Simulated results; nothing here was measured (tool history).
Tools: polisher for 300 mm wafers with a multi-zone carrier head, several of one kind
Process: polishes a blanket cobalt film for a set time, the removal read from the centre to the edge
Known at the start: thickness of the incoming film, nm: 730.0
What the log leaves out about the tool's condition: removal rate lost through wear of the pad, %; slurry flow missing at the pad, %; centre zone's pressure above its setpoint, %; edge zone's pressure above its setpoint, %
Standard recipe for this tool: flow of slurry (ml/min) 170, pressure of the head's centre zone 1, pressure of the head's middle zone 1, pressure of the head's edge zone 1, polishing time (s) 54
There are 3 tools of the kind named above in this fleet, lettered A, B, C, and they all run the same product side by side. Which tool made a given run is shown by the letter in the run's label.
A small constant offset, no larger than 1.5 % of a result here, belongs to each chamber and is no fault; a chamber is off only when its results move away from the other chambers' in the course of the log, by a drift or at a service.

| run | day | flow of slurry (ml/min) | pressure of the head's centre zone | pressure of the head's middle zone | pressure of the head's edge zone | polishing time (s) | wafers polished on this pad | hours since the slurry nozzle was cleaned | hours since the centre zone pressure was calibrated | hours since the edge zone pressure was calibrated | film removed at the wafer's centre (angstrom) | film removed at mid-radius (angstrom) | film removed at the wafer's edge (angstrom) |
|---|---|---|---|---|---|---|---|---|---|---|---|---|---|
| 1A | 0.133 | 170 | 1 | 1 | 1 | 54 | 812 | 14.4 | 1114.2 | 677 | 2294.5 | 2264.1 | 2320.5 |
| 2C | 0.3 | 170 | 1 | 1 | 1 | 54 | 337 | 669.4 | 689.8 | 562.9 | 2310.6 | 2301.9 | 2255.1 |
|  | 0.342 | chamber B: slurry nozzle cleaned |
|  | 0.467 | chamber B: worn pad replaced by a new one |
|  | 0.479 | chamber A: worn pad replaced by a new one |
| 3B | 0.496 | 170 | 1 | 1 | 1 | 54 | 7 | 3.7 | 192.7 | 13.6 | 2303.8 | 2260.8 | 2344.7 |
| 4C | 0.654 | 170 | 1 | 1 | 1 | 54 | 428 | 677.9 | 698.3 | 571.4 | 2257.6 | 2322.1 | 2268.8 |
| 5B | 0.779 | 170 | 1 | 1 | 1 | 67 | 80 | 10.5 | 199.5 | 20.4 | 2896.5 | 2883.5 | 2870.3 |
| 6A | 0.925 | 170 | 1 | 1 | 1 | 67 | 115 | 33.4 | 1133.2 | 696 | 2868.9 | 2838 | 2845.9 |
| 7A | 1.054 | 170 | 1 | 1 | 1 | 67 | 149 | 36.5 | 1136.3 | 699.1 | 2898.2 | 2809.3 | 2868.7 |
| 8B | 1.162 | 170 | 1 | 1 | 1 | 54 | 179 | 19.7 | 208.7 | 29.6 | 2294.8 | 2323.2 | 2282.5 |
| 9C | 1.338 | 170 | 1 | 1 | 1 | 54 | 605 | 694.3 | 714.7 | 587.8 | 2358 | 2299.3 | 2253.1 |
| 10B | 1.483 | 170 | 1 | 1 | 1 | 54 | 262 | 27.4 | 216.4 | 37.3 | 2322.6 | 2279.5 | 2344.1 |
| 11A | 1.712 | 170 | 1 | 1 | 1 | 54 | 319 | 52.3 | 1152.1 | 714.9 | 2281 | 2253.7 | 2351.8 |
| 12C | 1.871 | 170 | 1 | 1 | 1 | 54 | 743 | 707.1 | 727.5 | 600.6 | 2345.5 | 2308.1 | 2257 |
| 13C | 2.046 | 200 | 1 | 1 | 1 | 38 | 788 | 711.3 | 731.7 | 604.8 | 1676.6 | 1648.1 | 1654.5 |
| 14A | 2.25 | 200 | 1 | 1 | 1 | 38 | 457 | 65.2 | 1165 | 727.8 | 1671.3 | 1618.1 | 1668.1 |
|  | 2.362 | chamber A: edge zone pressure recalibrated |
| 15B | 2.462 | 200 | 1 | 1 | 1 | 38 | 515 | 50.9 | 239.9 | 60.8 | 1692.7 | 1653.4 | 1679.2 |
| 16C | 2.675 | 170 | 1 | 1 | 1 | 54 | 950 | 726.4 | 746.8 | 619.9 | 2284 | 2308.2 | 2249.9 |
| 17B | 2.85 | 170 | 1 | 1 | 1 | 61 | 615 | 60.2 | 249.2 | 70.1 | 2562.2 | 2573.6 | 2668.4 |
| 18A | 2.992 | 170 | 1 | 1 | 1 | 61 | 649 | 83 | 1182.8 | 15.2 | 2567.6 | 2568.6 | 2632.4 |
| 19B | 3.125 | 170 | 1 | 1 | 1 | 61 | 687 | 66.8 | 255.8 | 76.7 | 2579.6 | 2585.3 | 2621.6 |
| 20A | 3.296 | 170 | 1 | 1 | 1 | 54 | 728 | 90.3 | 1190.1 | 22.5 | 2286.1 | 2274.4 | 2335.8 |
| 21C | 3.496 | 170 | 1 | 1 | 0.96 | 54 | 1163 | 746.1 | 766.5 | 639.6 | 2328.1 | 2287.5 | 2226.4 |
| 22C | 3.617 | 170 | 1 | 1 | 0.96 | 54 | 1194 | 749 | 769.4 | 642.5 | 2301.1 | 2319.4 | 2245.8 |
| 23B | 3.771 | 170 | 1 | 1 | 0.96 | 54 | 853 | 82.3 | 271.3 | 92.2 | 2293.4 | 2293.2 | 2240.1 |
| 24A | 3.971 | 125 | 1.05 | 1 | 1 | 54 | 902 | 106.5 | 1206.3 | 38.7 | 2285.9 | 2164.1 | 2229.5 |
| 25A | 4.083 | 125 | 1.05 | 1 | 1 | 54 | 931 | 109.2 | 1209 | 41.4 | 2266.7 | 2136.6 | 2193.6 |
|  | 4.1 | chamber C: worn pad replaced by a new one |
|  | 4.279 | chamber C: centre zone pressure recalibrated |
| 26C | 4.312 | 125 | 1.05 | 1 | 1 | 54 | 55 | 765.7 | 0.8 | 659.2 | 2281.4 | 2166.3 | 2171.1 |
|  | 4.338 | chamber B: worn pad replaced by a new one |
| 27B | 4.488 | 170 | 1 | 1.1 | 1 | 54 | 39 | 99.5 | 288.5 | 109.4 | 2328.5 | 2519.6 | 2303.5 |
| 28B | 4.592 | 170 | 1 | 1.1 | 1 | 54 | 66 | 102 | 291 | 111.9 | 2295.2 | 2544.3 | 2361.9 |
|  | 4.762 | chamber A: worn pad replaced by a new one |
| 29C | 4.779 | 170 | 1 | 1.1 | 1 | 54 | 176 | 776.9 | 12 | 670.4 | 2286 | 2559.2 | 2256.5 |
| 30A | 4.988 | 170 | 1 | 1 | 1 | 54 | 58 | 130.9 | 1230.7 | 63.1 | 2305.3 | 2315.8 | 2289.2 |
| 31B | 5.225 | 170 | 1 | 1 | 1 | 70 | 229 | 117.2 | 306.2 | 127.1 | 2975.5 | 2996.6 | 2954 |
| 32A | 5.433 | 170 | 1 | 1 | 1 | 70 | 173 | 141.6 | 1241.4 | 73.8 | 2998.9 | 2897.1 | 2945.9 |
| 33C | 5.617 | 170 | 1 | 1 | 1 | 70 | 392 | 797 | 32.1 | 690.5 | 3040.9 | 2976.4 | 2940 |
| 34C | 5.796 | 170 | 1 | 1 | 1 | 54 | 438 | 801.3 | 36.4 | 694.8 | 2269.5 | 2301.2 | 2285 |
| 35B | 5.917 | 170 | 1 | 1 | 1 | 54 | 408 | 133.8 | 322.8 | 143.7 | 2328.9 | 2250.9 | 2321.1 |
| 36A | 6.096 | 170 | 1 | 1 | 1 | 54 | 344 | 157.5 | 1257.3 | 89.7 | 2324.6 | 2301.9 | 2306.6 |
| 37A | 6.242 | 170 | 1 | 1 | 1 | 54 | 382 | 161 | 1260.8 | 93.2 | 2283.7 | 2275.6 | 2300.2 |
| 38B | 6.417 | 170 | 1 | 1 | 1 | 54 | 537 | 145.8 | 334.8 | 155.7 | 2327.7 | 2311.9 | 2329.4 |

The same settings go to every chamber for the next run, one line per chamber below. Forecast the results for each:
| 39A | 6.592 | 170 | 1 | 1 | 0.91 | 54 |  |  |  |  | ? | ? | ? |
| 39B | 6.592 | 170 | 1 | 1 | 0.91 | 54 |  |  |  |  | ? | ? | ? |
| 39C | 6.592 | 170 | 1 | 1 | 0.91 | 54 |  |  |  |  | ? | ? | ? |

| run | film removed at the wafer's centre (angstrom) | film removed at mid-radius (angstrom) | film removed at the wafer's edge (angstrom) |
|---|---|---|---|
| 39A | 2336.8 | 2302 | 2162.6 |
| 39B | 2332 | 2314.9 | 2158.2 |
| 39C | 2296 | 2304.9 | 2190.6 |

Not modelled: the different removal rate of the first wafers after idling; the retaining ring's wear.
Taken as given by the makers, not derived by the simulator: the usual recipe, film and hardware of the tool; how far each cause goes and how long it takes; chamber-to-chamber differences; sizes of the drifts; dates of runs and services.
